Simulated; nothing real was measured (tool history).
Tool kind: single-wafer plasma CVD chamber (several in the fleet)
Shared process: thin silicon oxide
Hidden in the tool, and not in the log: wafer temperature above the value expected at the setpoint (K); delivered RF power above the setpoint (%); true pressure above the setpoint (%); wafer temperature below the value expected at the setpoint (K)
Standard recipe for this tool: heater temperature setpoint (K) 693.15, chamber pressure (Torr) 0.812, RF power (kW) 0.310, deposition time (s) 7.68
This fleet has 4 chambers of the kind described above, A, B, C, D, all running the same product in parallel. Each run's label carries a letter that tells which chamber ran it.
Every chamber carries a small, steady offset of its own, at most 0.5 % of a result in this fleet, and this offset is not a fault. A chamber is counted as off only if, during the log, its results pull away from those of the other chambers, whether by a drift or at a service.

run	day	heater temperature setpoint (K)	chamber pressure (Torr)	RF power (kW)	deposition time (s)	hours since the last thermocouple change	hours since the last RF generator calibration	hours since the last manometer calibration	read-back reference wafer on the same gauge, thickness_nm	mean film thickness on the monitor wafer (nm)
1C	0.158	693.15	0.812	0.310	7.68	1087.4	1000.3	378.8	13.405	14.424
2B	0.308	693.15	0.812	0.310	7.68	1004.3	998.4	2956.0	13.387	14.299
3D	0.429	693.15	0.812	0.310	7.68	2772.9	127.7	1149.3	13.386	14.319
4A	0.654	693.15	0.812	0.310	7.68	1427.7	184.3	113.0	13.400	14.426
5D	0.879	693.15	0.812	0.310	7.68	2783.7	138.5	1160.1	13.389	14.323
6A	1.038	693.15	0.812	0.310	7.68	1436.9	193.5	122.2	13.383	14.344
7B	1.154	693.15	0.812	0.310	7.68	1024.6	1018.7	2976.3	13.411	14.452
8C	1.329	693.15	0.812	0.310	7.68	1115.5	1028.4	406.9	13.403	14.478
9B	1.458	693.15	0.812	0.310	7.68	1031.9	1026.0	2983.6	13.403	14.342
10A	1.608	693.15	0.812	0.310	7.68	1450.6	207.2	135.9	13.399	14.299
11D	1.792	693.15	0.812	0.310	7.68	2805.6	160.4	1182.0	13.400	14.163
12C	1.958	693.15	0.812	0.310	7.68	1130.6	1043.5	422.0	13.399	14.563
13C	2.175	685.15	0.812	0.310	7.68	1135.8	1048.7	427.2	13.399	14.665
14D	2.354	685.15	0.812	0.310	7.68	2819.1	173.9	1195.5	13.393	14.372
15B	2.521	685.15	0.812	0.310	7.68	1057.4	1051.5	3009.1	13.392	14.388
16A	2.629	685.15	0.812	0.310	7.68	1475.1	231.7	160.4	13.391	14.418
# day 2.679: chamber B: capacitance manometer re-zeroed and calibrated
17A	2.808	693.15	0.812	0.310	7.68	1479.4	236.0	164.7	13.377	14.320
18D	2.938	693.15	0.812	0.310	6.21	2833.1	187.9	1209.5	13.385	11.535
19B	3.075	693.15	0.812	0.310	6.21	1070.7	1064.8	9.5	13.399	11.619
20C	3.192	693.15	0.812	0.310	6.21	1160.2	1073.1	451.6	13.399	11.995
21C	3.312	693.15	0.812	0.310	6.21	1163.1	1076.0	454.5	13.400	11.993
22B	3.533	693.15	0.812	0.310	7.68	1081.7	1075.8	20.5	13.403	14.242
23A	3.758	693.15	0.812	0.310	7.68	1502.2	258.8	187.5	13.412	14.348
24D	3.925	693.15	0.812	0.310	7.68	2856.8	211.6	1233.2	13.423	14.300
25B	4.138	693.15	0.812	0.310	7.68	1096.2	1090.3	35.0	13.405	14.257
26C	4.304	693.15	0.812	0.310	7.68	1186.9	1099.8	478.3	13.400	14.969
27A	4.512	693.15	0.812	0.310	7.68	1520.3	276.9	205.6	13.418	14.416
28D	4.700	693.15	0.812	0.310	7.68	2875.4	230.2	1251.8	13.392	14.442
29A	4.817	693.15	0.812	0.310	7.68	1527.6	284.2	212.9	13.417	14.217
30B	4.958	693.15	0.812	0.310	7.68	1115.9	1110.0	54.7	13.399	14.323
31C	5.142	693.15	0.812	0.310	7.68	1207.0	1119.9	498.4	13.386	15.199
32D	5.304	693.15	0.812	0.310	7.68	2889.9	244.7	1266.3	13.407	14.230
# day 5.329: chamber D: thermocouple changed; heater temperature recalibrated
33C	5.429	693.15	0.812	0.310	7.68	1213.9	1126.8	505.3	13.399	15.371
34A	5.579	693.15	0.812	0.310	7.68	1545.9	302.5	231.2	13.400	14.375
35B	5.717	693.15	0.812	0.310	7.68	1134.1	1128.2	72.9	13.389	14.318
36D	5.825	693.15	0.812	0.310	7.68	12.0	257.2	1278.8	13.388	14.312
37A	6.038	693.15	0.812	0.310	7.68	1556.9	313.5	242.2	13.399	14.310
38B	6.171	693.15	0.812	0.310	7.68	1145.0	1139.1	83.8	13.377	14.170

All chambers now run identical settings, listed one chamber a line with results as question marks. What results will each chamber show?
39A	6.333	693.15	0.721	0.310	7.68					?
39B	6.333	693.15	0.721	0.310	7.68					?
39C	6.333	693.15	0.721	0.310	7.68					?
39D	6.333	693.15	0.721	0.310	7.68					?

run	mean film thickness on the monitor wafer (nm)
39A	12.656
39B	12.701
39C	13.857
39D	12.656
